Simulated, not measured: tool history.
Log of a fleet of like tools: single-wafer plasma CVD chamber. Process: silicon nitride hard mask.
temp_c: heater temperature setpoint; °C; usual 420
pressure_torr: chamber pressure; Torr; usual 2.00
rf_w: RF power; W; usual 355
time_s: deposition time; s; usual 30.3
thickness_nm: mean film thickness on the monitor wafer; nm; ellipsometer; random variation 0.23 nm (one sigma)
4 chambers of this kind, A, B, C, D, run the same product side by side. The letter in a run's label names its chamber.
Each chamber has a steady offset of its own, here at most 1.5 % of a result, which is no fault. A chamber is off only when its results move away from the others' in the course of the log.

run,hour,temp_c,pressure_torr,rf_w,time_s,"read-back reference wafer on the same gauge, thickness_nm",thickness_nm
1C,12.8,420,2.00,355,30.3,46.881,40.876
2D,24.2,420,2.00,355,30.3,46.908,40.990
3A,35.9,420,2.00,355,30.3,46.915,41.117
4B,46.9,420,2.00,355,30.3,46.867,40.461
5D,59.1,420,1.66,355,30.3,46.944,38.951
6B,66.6,420,1.66,355,30.3,46.939,38.271
# hour 71.6: chamber A: thermocouple changed; heater temperature recalibrated
7A,74.0,420,1.66,355,30.3,46.934,39.321
8C,86.7,420,1.66,355,30.3,46.933,38.713
9A,93.7,420,2.00,355,30.3,46.895,41.159
10C,104.4,420,2.00,310,30.3,46.930,37.027
11D,116.7,420,2.00,310,30.3,46.887,37.488
12B,126.3,420,2.00,310,30.3,46.897,37.199
13C,134.2,420,2.00,310,30.3,46.899,37.469
14A,141.7,420,1.84,320,30.3,46.930,37.763
15D,150.2,420,1.84,320,30.3,46.872,36.891
# hour 156.5: chamber B: capacitance manometer re-zeroed and calibrated
16B,159.1,420,1.84,320,30.3,46.848,37.268
# hour 160.3: chamber B: thermocouple changed; heater temperature recalibrated
17B,166.1,420,1.84,320,30.3,46.983,37.121
18A,178.6,420,2.00,355,30.3,46.905,41.421
19D,188.5,420,2.00,355,30.3,46.927,39.976
20C,202.0,420,2.00,355,30.3,46.864,40.706
21B,210.9,420,2.00,355,30.3,46.917,40.451
22C,224.3,420,2.00,355,30.3,46.866,40.278
23A,234.7,420,2.00,355,30.3,46.907,41.083
24D,245.7,420,2.00,355,30.3,46.900,39.656
25C,256.4,420,2.00,355,30.3,46.922,40.364

What goes on in this fleet: one chamber off, a drifting gauge, or nothing beyond the chambers' own small offsets? Name the chamber and the cause, if any.

Chamber D drifts away from the others.
Cause: delivered RF power below the setpoint (%) = 7.1.

Here are 4 candidates for chamber D's next run, each the usual settings with a change, their results left as question marks. Which one brings its results back in line with what the others give on the usual settings?
In line means no further than this from the other chambers' mean on the usual settings: thickness_nm 0.790 nm
26D-1,266.4,420,1.72,355,30.3,,?
26D-2,266.4,420,2.03,355,31.3,,?
26D-3,266.4,420,2.64,355,30.3,,?
26D-4,266.4,420,1.96,345,28.9,,?

The other chambers' mean on the usual settings: thickness_nm 40.791 nm
run,thickness_nm
26D-1,37.683
26D-2,40.723
26D-3,42.032
26D-4,36.588
26D-2 brings the chamber back in line.
